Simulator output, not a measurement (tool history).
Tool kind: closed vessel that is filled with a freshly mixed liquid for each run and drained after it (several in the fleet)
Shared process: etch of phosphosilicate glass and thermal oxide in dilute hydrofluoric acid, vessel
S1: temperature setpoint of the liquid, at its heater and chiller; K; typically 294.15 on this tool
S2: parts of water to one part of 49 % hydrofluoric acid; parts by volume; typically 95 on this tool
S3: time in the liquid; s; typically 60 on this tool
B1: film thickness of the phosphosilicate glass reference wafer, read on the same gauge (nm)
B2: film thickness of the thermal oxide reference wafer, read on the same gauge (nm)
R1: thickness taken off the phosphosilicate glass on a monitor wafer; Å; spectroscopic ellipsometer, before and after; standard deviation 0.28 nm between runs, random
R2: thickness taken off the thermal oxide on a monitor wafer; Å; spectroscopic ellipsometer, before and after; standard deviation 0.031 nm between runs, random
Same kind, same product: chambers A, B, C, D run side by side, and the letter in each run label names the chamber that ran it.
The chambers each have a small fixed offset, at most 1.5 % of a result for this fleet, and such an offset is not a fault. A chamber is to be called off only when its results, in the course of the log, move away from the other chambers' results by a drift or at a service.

Run 1B, hour 5.2: usual settings; B1 150.02; B2 140.02. Result: R1 507.3 Å, R2 25.267 Å.
Run 2A, hour 14.1: usual settings; B1 149.95; B2 140. Result: R1 503.52 Å, R2 25.25 Å.
Run 3D, hour 25.9: usual settings; B1 150.02; B2 140. Result: R1 503.61 Å, R2 25.605 Å.
Run 4C, hour 34.5: usual settings; B1 150; B2 140. Result: R1 508.85 Å, R2 25.123 Å.
Run 5B, hour 44.8: usual settings; B1 150; B2 140.01. Result: R1 505.48 Å, R2 25.568 Å.
Run 6A, hour 55.5: usual settings; B1 149.99; B2 140.02. Result: R1 499.99 Å, R2 25.042 Å.
Run 7C, hour 63.2: usual settings; B1 150.02; B2 139.98. Result: R1 507.4 Å, R2 25.135 Å.
Run 8D, hour 73.5: usual settings; B1 149.99; B2 140.01. Result: R1 499.29 Å, R2 25.927 Å.
Run 9A, hour 82.4: usual settings; B1 150; B2 139.99. Result: R1 502.31 Å, R2 25.455 Å.
Run 10D, hour 88.3: usual settings; B1 150.03; B2 140. Result: R1 501.18 Å, R2 25.105 Å.
Run 11C, hour 99.9: usual settings; B1 149.98; B2 140.02. Result: R1 511.81 Å, R2 25.789 Å.
Run 12B, hour 106.5: usual settings; B1 150.03; B2 140. Result: R1 510.02 Å, R2 25.75 Å.
Run 13B, hour 112: usual settings; B1 150.03; B2 140.01. Result: R1 509.87 Å, R2 25.464 Å.
Run 14D, hour 120.9: usual settings; B1 149.99; B2 140. Result: R1 495.65 Å, R2 25.465 Å.
Run 15A, hour 129.9: usual settings; B1 150; B2 140. Result: R1 509.9 Å, R2 25.627 Å.
Run 16C, hour 141: usual settings; B1 150; B2 140.02. Result: R1 511.14 Å, R2 25.257 Å.
Run 17D, hour 147.6: usual settings but S2 135 parts by volume, S3 75 s; B1 150; B2 140.02. Result: R1 422.12 Å, R2 21.265 Å.
Run 18B, hour 158.4: usual settings but S2 135 parts by volume, S3 75 s; B1 150.02; B2 140. Result: R1 422.01 Å, R2 20.879 Å.
Run 19C, hour 164.8: usual settings but S2 135 parts by volume, S3 75 s; B1 150; B2 140.02. Result: R1 424.76 Å, R2 21.328 Å.
Run 20A, hour 176.4: usual settings but S2 135 parts by volume, S3 75 s; B1 149.96; B2 140.01. Result: R1 424.33 Å, R2 21.382 Å.
Run 21A, hour 186.4: usual settings; B1 150; B2 139.98. Result: R1 506.05 Å, R2 24.812 Å.
Run 22B, hour 197: usual settings but S1 291.15 K, S3 80 s; B1 149.96; B2 140. Result: R1 597.54 Å, R2 30.751 Å.
Run 23D, hour 208: usual settings but S1 291.15 K, S3 80 s; B1 149.98; B2 139.99. Result: R1 586.99 Å, R2 29.398 Å.
Run 24C, hour 215.3: usual settings but S1 291.15 K, S3 80 s; B1 149.97; B2 139.98. Result: R1 596.96 Å, R2 29.383 Å.
Run 25B, hour 226.3: usual settings but S1 291.15 K, S3 80 s; B1 149.98; B2 140.01. Result: R1 592.42 Å, R2 30.339 Å.
Run 26A, hour 238.3: usual settings; B1 149.98; B2 140. Result: R1 502.95 Å, R2 24.756 Å.
Run 27C, hour 249.4: usual settings; B1 150; B2 140. Result: R1 506.64 Å, R2 25.223 Å.
Run 28D, hour 257.6: usual settings; B1 150.01; B2 139.98. Result: R1 500.43 Å, R2 25.815 Å.
Run 29A, hour 268.8: usual settings; B1 149.98; B2 140. Result: R1 503.23 Å, R2 24.757 Å.
Run 30B, hour 274: usual settings; B1 149.99; B2 139.99. Result: R1 507.37 Å, R2 25.858 Å.
Run 31D, hour 279.3: usual settings; B1 150; B2 140.03. Result: R1 499.53 Å, R2 25.379 Å.
Run 32C, hour 288.4: usual settings; B1 149.99; B2 140. Result: R1 509.01 Å, R2 25.747 Å.
Run 33B, hour 294.1: usual settings; B1 150.03; B2 140. Result: R1 506.66 Å, R2 25.573 Å.
Run 34C, hour 300.4: usual settings; B1 150; B2 140. Result: R1 507.35 Å, R2 24.998 Å.
Run 35A, hour 311.6: usual settings; B1 150.01; B2 140. Result: R1 507.38 Å, R2 25.245 Å.

All 4 chambers run these settings next. Forecast each chamber's results:
Run 36A, hour 320.3: usual settings but S3 75 s. Result: R1 ?, R2 ?.
Run 36B, hour 320.3: usual settings but S3 75 s. Result: R1 ?, R2 ?.
Run 36C, hour 320.3: usual settings but S3 75 s. Result: R1 ?, R2 ?.
Run 36D, hour 320.3: usual settings but S3 75 s. Result: R1 ?, R2 ?.

run      R1      R2
36A  632.69  31.605
36B  638.25  31.739
36C  635.73  32.025
36D   631.1  31.448
